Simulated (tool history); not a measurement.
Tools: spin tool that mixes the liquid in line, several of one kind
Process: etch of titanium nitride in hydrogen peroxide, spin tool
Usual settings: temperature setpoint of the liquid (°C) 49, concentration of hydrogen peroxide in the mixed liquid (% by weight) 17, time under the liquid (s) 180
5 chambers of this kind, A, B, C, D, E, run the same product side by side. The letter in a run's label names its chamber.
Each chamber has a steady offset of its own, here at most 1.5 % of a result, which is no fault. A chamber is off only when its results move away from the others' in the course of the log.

run   hour  temperature setpoint of the liquid (°C)  concentration of hydrogen peroxide in the mixed liquid (% by weight)  time under the liquid (s)  read-back film thickness of the titanium nitride reference wafer, read on the same gauge (nm)  thickness taken off the titanium nitride on a monitor wafer (nm)
 1D    8.2                                       49                                                                    17                        180                                                                                         40.008                                                            7.5493
 2E   20.8                                       49                                                                    17                        180                                                                                         39.982                                                            7.6987
 3B   32.6                                       49                                                                    17                        180                                                                                         40.005                                                            7.7094
 4A   46.7                                       49                                                                    17                        180                                                                                         39.986                                                            7.6637
 5C   57.4                                       49                                                                    17                        180                                                                                         40.003                                                            7.5174
 6B   70.3                                       49                                                                    17                        180                                                                                         39.997                                                            7.6612
      74.6  -- chamber C: peroxide flow meter replaced
 7A   80.8                                       49                                                                    17                        180                                                                                         40.016                                                            7.6666
 8E   89.3                                       49                                                                    17                        180                                                                                         39.992                                                            7.6751
 9D   98.3                                       49                                                                    17                        180                                                                                         40.013                                                            7.5621
10C  108.7                                       49                                                                  13.5                        180                                                                                         40.021                                                            7.2016
11B  118.3                                       49                                                                  13.5                        180                                                                                         40.016                                                            7.3436
12D  132.5                                       49                                                                  13.5                        180                                                                                         40.011                                                            7.2371
13A  139.9                                       49                                                                  13.5                        180                                                                                         40.003                                                            7.3165
     151.3  -- chamber D: thermometer replaced
14E  151.5                                       49                                                                  13.5                        180                                                                                         39.998                                                            7.3156
15C  158.5                                       49                                                                  15.5                        280                                                                                         40.008                                                            11.505
16A  171.6                                       49                                                                  15.5                        280                                                                                         39.993                                                            11.735
17C  186.5                                       49                                                                  15.5                        280                                                                                         39.992                                                            11.562
18B  196.4                                       49                                                                  15.5                        280                                                                                         39.998                                                            11.834
       198  -- chamber C: new drum of peroxide connected
19D  203.3                                       49                                                                  15.5                        280                                                                                         40.001                                                            11.547
20E  217.3                                       49                                                                    17                        180                                                                                         40.017                                                              7.69
21A  229.7                                       49                                                                    17                        180                                                                                         39.985                                                            7.6595
22C  242.3                                       49                                                                    17                        180                                                                                         40.014                                                            7.5873
23E  252.3                                     40.5                                                                    20                        180                                                                                         39.998                                                            4.2282
24D  264.3                                     40.5                                                                    20                        180                                                                                         40.009                                                            4.1909
25B    276                                     40.5                                                                    20                        180                                                                                         39.989                                                             4.249
26C  286.9                                     40.5                                                                    20                        180                                                                                         39.995                                                            4.1035
27D  298.3                                     40.5                                                                    20                        180                                                                                         39.983                                                            4.1915
28A  312.4                                       49                                                                    17                        180                                                                                         39.984                                                            7.6836
29E  323.5                                       49                                                                    17                        180                                                                                         40.006                                                            7.6944
     327.5  -- chamber A: heated supply line repaired
30B  338.7                                       49                                                                  12.5                        110                                                                                         40.001                                                            4.5376
31C    353                                       49                                                                  12.5                        110                                                                                         40.021                                                            4.3166
32B    361                                       49                                                                  12.5                        110                                                                                         39.999                                                            4.5325
33A  370.7                                       49                                                                  12.5                        110                                                                                         39.989                                                            4.3912
34E  382.5                                       49                                                                  12.5                        110                                                                                          40.02                                                            4.4214
     386.4  -- chamber B: peroxide flow meter replaced
35D    397                                       49                                                                    17                        180                                                                                         40.008                                                            7.5552
36C  404.2                                       49                                                                    17                        180                                                                                         40.017                                                            7.4939
37B  417.5                                       49                                                                    17                        180                                                                                         39.984                                                            7.9741
38E  426.6                                       49                                                                  12.5                        180                                                                                         39.995                                                            7.2029

Is one chamber off against the others, does the gauge drift, or is nothing wrong? If a chamber is off, say which, and what the likeliest cause is.

Chamber B drifts away from the others.
Cause: liquid hotter than its thermometer reads (K) = 0.469.

Here are 4 candidates for chamber B's next run, each the usual settings with a change, their results left as question marks. Which one brings its results back in line with what the others give on the usual settings?
In line means no further than this from the other chambers' mean on the usual settings: thickness taken off the titanium nitride on a monitor wafer (nm) 0.093
39B-1  437.4                                       48                                                                    17                        180                                                                                                                                                                ?
39B-2  437.4                                       50                                                                    17                        180                                                                                                                                                                ?
39B-3  437.4                                       49                                                                  13.5                        180                                                                                                                                                                ?
39B-4  437.4                                       49                                                                  21.5                        180                                                                                                                                                                ?

The other chambers' mean on the usual settings: thickness taken off the titanium nitride on a monitor wafer (nm) 7.6225
  run  thickness taken off the titanium nitride on a monitor wafer (nm)
39B-1                                                            7.4044
39B-2                                                            8.5655
39B-3                                                            7.5971
39B-4                                                            8.3725
39B-3 brings the chamber back in line.
